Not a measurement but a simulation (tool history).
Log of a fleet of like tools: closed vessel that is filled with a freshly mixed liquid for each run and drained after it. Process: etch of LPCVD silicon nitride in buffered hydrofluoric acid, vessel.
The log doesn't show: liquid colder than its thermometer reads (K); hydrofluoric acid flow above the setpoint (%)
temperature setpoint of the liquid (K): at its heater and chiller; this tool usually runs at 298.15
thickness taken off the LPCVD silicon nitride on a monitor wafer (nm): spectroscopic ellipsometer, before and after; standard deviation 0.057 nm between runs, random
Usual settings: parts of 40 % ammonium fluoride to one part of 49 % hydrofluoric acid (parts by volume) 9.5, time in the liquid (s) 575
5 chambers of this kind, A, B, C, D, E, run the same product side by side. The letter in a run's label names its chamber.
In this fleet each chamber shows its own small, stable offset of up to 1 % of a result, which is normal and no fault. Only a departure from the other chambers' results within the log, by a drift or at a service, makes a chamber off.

run   hour  temperature setpoint of the liquid (K)  parts of 40 % ammonium fluoride to one part of 49 % hydrofluoric acid (parts by volume)  time in the liquid (s)  hours since the thermometer was replaced  hours since the hydrofluoric acid flow meter was replaced  read-back film thickness of the LPCVD silicon nitride reference wafer, read on the same gauge (nm)  thickness taken off the LPCVD silicon nitride on a monitor wafer (nm)
 1C      5                                  298.15                                                                                      9.5                     575                                      1268                                                     1631.8                                                                                              99.978                                                                  7.703
 2A   16.2                                  298.15                                                                                      9.5                     575                                    1142.1                                                      189.2                                                                                              100.02                                                                 7.7229
 3E   21.4                                  298.15                                                                                      9.5                     575                                    1605.7                                                      938.1                                                                                              99.989                                                                 7.7899
 4B   29.5                                  298.15                                                                                      9.5                     575                                     383.7                                                       59.9                                                                                              100.02                                                                  7.648
 5D   39.3                                  298.15                                                                                      9.5                     575                                       266                                                         81                                                                                              100.03                                                                 7.8013
 6C   47.3                                  298.15                                                                                      9.5                     575                                    1310.3                                                     1674.1                                                                                              99.989                                                                 7.6705
 7B   54.9                                  298.15                                                                                      7.5                     575                                     409.1                                                       85.3                                                                                              100.01                                                                 9.6496
 8A   65.2                                  298.15                                                                                      7.5                     575                                    1191.1                                                      238.2                                                                                              100.02                                                                 9.8066
 9E   71.3                                  298.15                                                                                      7.5                     575                                    1655.6                                                        988                                                                                              100.01                                                                 9.6969
10D   78.6                                  298.15                                                                                      7.5                     575                                     305.3                                                      120.3                                                                                              100.03                                                                 9.8196
11E   86.6                                  298.15                                                                                      7.5                     575                                    1670.9                                                     1003.3                                                                                              99.974                                                                 9.5175
12A   91.6                                  298.15                                                                                      9.5                     575                                    1217.5                                                      264.6                                                                                              99.998                                                                 7.6817
13B  100.4                                  298.15                                                                                      9.5                     575                                     454.6                                                      130.8                                                                                              100.01                                                                 7.6803
14D  106.6                                  298.15                                                                                      9.5                     575                                     333.3                                                      148.3                                                                                              99.989                                                                 7.8221
15C  116.5                                  298.15                                                                                      9.5                     575                                    1379.5                                                     1743.3                                                                                              99.993                                                                 7.6451
16C  127.3                                  298.15                                                                                      9.5                     575                                    1390.3                                                     1754.1                                                                                              99.986                                                                 7.7389
17E  134.9                                  298.15                                                                                      9.5                     575                                    1719.2                                                     1051.6                                                                                              99.997                                                                 7.6273
18B  139.9                                  295.65                                                                                      9.5                     575                                     494.1                                                      170.3                                                                                               99.99                                                                 6.6958
19D  147.9                                  295.65                                                                                      9.5                     575                                     374.6                                                      189.6                                                                                              100.01                                                                  6.817
20A  154.1                                  295.65                                                                                      9.5                     575                                      1280                                                      327.1                                                                                              99.993                                                                 6.6901
21B  159.1                                  295.65                                                                                      9.5                     575                                     513.3                                                      189.5                                                                                              100.02                                                                  6.779
22A    169                                  295.65                                                                                      9.5                     575                                    1294.9                                                        342                                                                                              100.01                                                                  6.664
23E  176.6                                  298.15                                                                                      9.5                     575                                    1760.9                                                     1093.3                                                                                              99.996                                                                 7.4669
24C  187.2                                  298.15                                                                                      9.5                     575                                    1450.2                                                       1814                                                                                              100.01                                                                 7.7634
25D  197.2                                  298.15                                                                                      9.5                     575                                     423.9                                                      238.9                                                                                                 100                                                                 7.6841
26E    203                                  298.15                                                                                      9.5                     575                                    1787.3                                                     1119.7                                                                                              100.01                                                                 7.3868
27A  209.9                                  298.15                                                                                      9.5                     575                                    1335.8                                                      382.9                                                                                              99.993                                                                  7.765
28B  215.3                                  298.15                                                                                      9.5                     575                                     569.5                                                      245.7                                                                                              100.01                                                                   7.71
29D  221.8                                  298.15                                                                                      9.5                     575                                     448.5                                                      263.5                                                                                              99.966                                                                 7.7569
30C  227.8                                  298.15                                                                                      9.5                     575                                    1490.8                                                     1854.6                                                                                                 100                                                                 7.6993
31A  233.2                                  298.15                                                                                      9.5                     575                                    1359.1                                                      406.2                                                                                                 100                                                                 7.6637
32C  240.4                                  298.15                                                                                      9.5                     575                                    1503.4                                                     1867.2                                                                                              99.981                                                                 7.8372
33B  249.2                                  298.15                                                                                      9.5                     575                                     603.4                                                      279.6                                                                                              100.01                                                                 7.7151
34D  254.1                                  298.15                                                                                      9.5                     575                                     480.8                                                      295.8                                                                                              100.01                                                                 7.9008
35E  259.6                                  298.15                                                                                      9.5                     575                                    1843.9                                                     1176.3                                                                                              100.01                                                                 7.3058
36C  268.5                                  298.15                                                                                      9.5                     575                                    1531.5                                                     1895.3                                                                                              99.978                                                                 7.6942
37E  276.5                                  298.15                                                                                      9.5                     575                                    1860.8                                                     1193.2                                                                                              100.02                                                                   7.27

Each of the 5 chambers runs these same settings next. Fill in every chamber's results:
38A  284.6                                  298.15                                                                                        7                     575                                                                                                                                                                                                                                                                               ?
38B  284.6                                  298.15                                                                                        7                     575                                                                                                                                                                                                                                                                               ?
38C  284.6                                  298.15                                                                                        7                     575                                                                                                                                                                                                                                                                               ?
38D  284.6                                  298.15                                                                                        7                     575                                                                                                                                                                                                                                                                               ?
38E  284.6                                  298.15                                                                                        7                     575                                                                                                                                                                                                                                                                               ?

run  thickness taken off the LPCVD silicon nitride on a monitor wafer (nm)
38A                                                                 10.488
38B                                                                 10.365
38C                                                                  10.55
38D                                                                 10.554
38E                                                                 9.8704
